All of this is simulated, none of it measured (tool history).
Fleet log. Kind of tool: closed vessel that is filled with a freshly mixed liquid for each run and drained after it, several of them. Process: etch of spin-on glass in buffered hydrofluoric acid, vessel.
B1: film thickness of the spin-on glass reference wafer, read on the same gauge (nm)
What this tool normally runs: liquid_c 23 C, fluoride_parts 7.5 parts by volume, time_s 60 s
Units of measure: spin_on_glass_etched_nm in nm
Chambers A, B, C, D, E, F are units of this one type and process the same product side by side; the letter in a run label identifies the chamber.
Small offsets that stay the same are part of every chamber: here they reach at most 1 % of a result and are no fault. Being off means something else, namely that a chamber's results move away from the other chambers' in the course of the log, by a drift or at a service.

run 1D hour=8.6 | liquid_c=23 fluoride_parts=7.5 time_s=60 | B1=40.01 | spin_on_glass_etched_nm=266.73
run 2E hour=20.8 | liquid_c=23 fluoride_parts=7.5 time_s=60 | B1=39.968 | spin_on_glass_etched_nm=269.86
run 3F hour=30.2 | liquid_c=23 fluoride_parts=7.5 time_s=60 | B1=40.004 | spin_on_glass_etched_nm=270.98
run 4C hour=42.9 | liquid_c=23 fluoride_parts=7.5 time_s=60 | B1=40.001 | spin_on_glass_etched_nm=273.81
run 5B hour=56.4 | liquid_c=23 fluoride_parts=7.5 time_s=60 | B1=39.996 | spin_on_glass_etched_nm=268.44
run 6A hour=64.7 | liquid_c=23 fluoride_parts=7.5 time_s=95 | B1=40.009 | spin_on_glass_etched_nm=424.33
run 7E hour=73.1 | liquid_c=23 fluoride_parts=7.5 time_s=95 | B1=39.996 | spin_on_glass_etched_nm=422.35
run 8A hour=86.7 | liquid_c=23 fluoride_parts=7.5 time_s=95 | B1=40.017 | spin_on_glass_etched_nm=429.19
run 9F hour=97.4 | liquid_c=23 fluoride_parts=7.5 time_s=95 | B1=40.005 | spin_on_glass_etched_nm=427.83
run 10D hour=106.8 | liquid_c=23 fluoride_parts=7.5 time_s=95 | B1=40.004 | spin_on_glass_etched_nm=425.8
run 11B hour=115.5 | liquid_c=23 fluoride_parts=7.5 time_s=95 | B1=39.999 | spin_on_glass_etched_nm=425.73
run 12C hour=124.5 | liquid_c=23 fluoride_parts=7.5 time_s=60 | B1=39.995 | spin_on_glass_etched_nm=271.2
run 13D hour=134.6 | liquid_c=23 fluoride_parts=7.5 time_s=60 | B1=40.007 | spin_on_glass_etched_nm=268.7
run 14E hour=146.8 | liquid_c=23 fluoride_parts=7.5 time_s=60 | B1=40.013 | spin_on_glass_etched_nm=270.97
run 15A hour=153.5 | liquid_c=23 fluoride_parts=7.5 time_s=60 | B1=40.009 | spin_on_glass_etched_nm=269.51
run 16C hour=166.1 | liquid_c=23 fluoride_parts=7.5 time_s=60 | B1=39.997 | spin_on_glass_etched_nm=274
run 17B hour=178.2 | liquid_c=23 fluoride_parts=7.5 time_s=60 | B1=39.99 | spin_on_glass_etched_nm=266.3
run 18F hour=187.7 | liquid_c=23 fluoride_parts=7.5 time_s=60 | B1=39.999 | spin_on_glass_etched_nm=265.03
run 19D hour=196.7 | liquid_c=23 fluoride_parts=7.5 time_s=60 | B1=40.017 | spin_on_glass_etched_nm=269.5
-- hour=203.7 chamber B: thermometer replaced
run 20B hour=205.4 | liquid_c=23 fluoride_parts=7.5 time_s=60 | B1=39.998 | spin_on_glass_etched_nm=268.56
-- hour=215.4 chamber D: hydrofluoric acid flow meter replaced
run 21F hour=217 | liquid_c=23 fluoride_parts=7.5 time_s=60 | B1=39.985 | spin_on_glass_etched_nm=260.45
-- hour=223.6 chamber A: hydrofluoric acid flow meter replaced
run 22E hour=229.4 | liquid_c=23 fluoride_parts=7.5 time_s=60 | B1=40.008 | spin_on_glass_etched_nm=267.68
run 23A hour=236.4 | liquid_c=23 fluoride_parts=7.5 time_s=60 | B1=39.983 | spin_on_glass_etched_nm=270.93
run 24C hour=247.8 | liquid_c=23 fluoride_parts=7.5 time_s=60 | B1=40.007 | spin_on_glass_etched_nm=273.16
-- hour=252.9 chamber D: thermometer replaced
run 25E hour=254.4 | liquid_c=23 fluoride_parts=7.5 time_s=60 | B1=40 | spin_on_glass_etched_nm=268.1
run 26C hour=261.1 | liquid_c=23 fluoride_parts=7.5 time_s=60 | B1=40.005 | spin_on_glass_etched_nm=272.05
run 27D hour=269.4 | liquid_c=23 fluoride_parts=7.5 time_s=60 | B1=40.003 | spin_on_glass_etched_nm=270.68
run 28A hour=276.4 | liquid_c=23 fluoride_parts=7.5 time_s=60 | B1=39.992 | spin_on_glass_etched_nm=269.6
run 29B hour=285.1 | liquid_c=23 fluoride_parts=7.5 time_s=60 | B1=39.997 | spin_on_glass_etched_nm=269.37
run 30F hour=291.4 | liquid_c=23 fluoride_parts=7.5 time_s=60 | B1=39.985 | spin_on_glass_etched_nm=261.77
run 31B hour=301.3 | liquid_c=23 fluoride_parts=7.5 time_s=60 | B1=39.986 | spin_on_glass_etched_nm=265.47
run 32F hour=310.4 | liquid_c=28 fluoride_parts=10.5 time_s=60 | B1=40.011 | spin_on_glass_etched_nm=249.68
run 33A hour=320.7 | liquid_c=28 fluoride_parts=10.5 time_s=60 | B1=40 | spin_on_glass_etched_nm=262.19
run 34D hour=332.2 | liquid_c=28 fluoride_parts=10.5 time_s=60 | B1=40.004 | spin_on_glass_etched_nm=257.07
run 35E hour=341.9 | liquid_c=28 fluoride_parts=10.5 time_s=60 | B1=40.025 | spin_on_glass_etched_nm=255.77
run 36C hour=350.6 | liquid_c=28 fluoride_parts=10.5 time_s=60 | B1=40.009 | spin_on_glass_etched_nm=263.65
run 37C hour=356.7 | liquid_c=28 fluoride_parts=10.5 time_s=60 | B1=39.996 | spin_on_glass_etched_nm=261.1
run 38E hour=363.7 | liquid_c=23 fluoride_parts=6.5 time_s=60 | B1=40.009 | spin_on_glass_etched_nm=308.94
run 39F hour=373 | liquid_c=23 fluoride_parts=6.5 time_s=60 | B1=40.018 | spin_on_glass_etched_nm=301.48

Next, every chamber runs the same settings. What will each give?
run 40A hour=383 | liquid_c=23 fluoride_parts=7.5 time_s=60 | spin_on_glass_etched_nm=?
run 40B hour=383 | liquid_c=23 fluoride_parts=7.5 time_s=60 | spin_on_glass_etched_nm=?
run 40C hour=383 | liquid_c=23 fluoride_parts=7.5 time_s=60 | spin_on_glass_etched_nm=?
run 40D hour=383 | liquid_c=23 fluoride_parts=7.5 time_s=60 | spin_on_glass_etched_nm=?
run 40E hour=383 | liquid_c=23 fluoride_parts=7.5 time_s=60 | spin_on_glass_etched_nm=?
run 40F hour=383 | liquid_c=23 fluoride_parts=7.5 time_s=60 | spin_on_glass_etched_nm=?

run=40A spin_on_glass_etched_nm=269.44
run=40B spin_on_glass_etched_nm=266.8
run=40C spin_on_glass_etched_nm=273.22
run=40D spin_on_glass_etched_nm=266.82
run=40E spin_on_glass_etched_nm=271.24
run=40F spin_on_glass_etched_nm=258.31

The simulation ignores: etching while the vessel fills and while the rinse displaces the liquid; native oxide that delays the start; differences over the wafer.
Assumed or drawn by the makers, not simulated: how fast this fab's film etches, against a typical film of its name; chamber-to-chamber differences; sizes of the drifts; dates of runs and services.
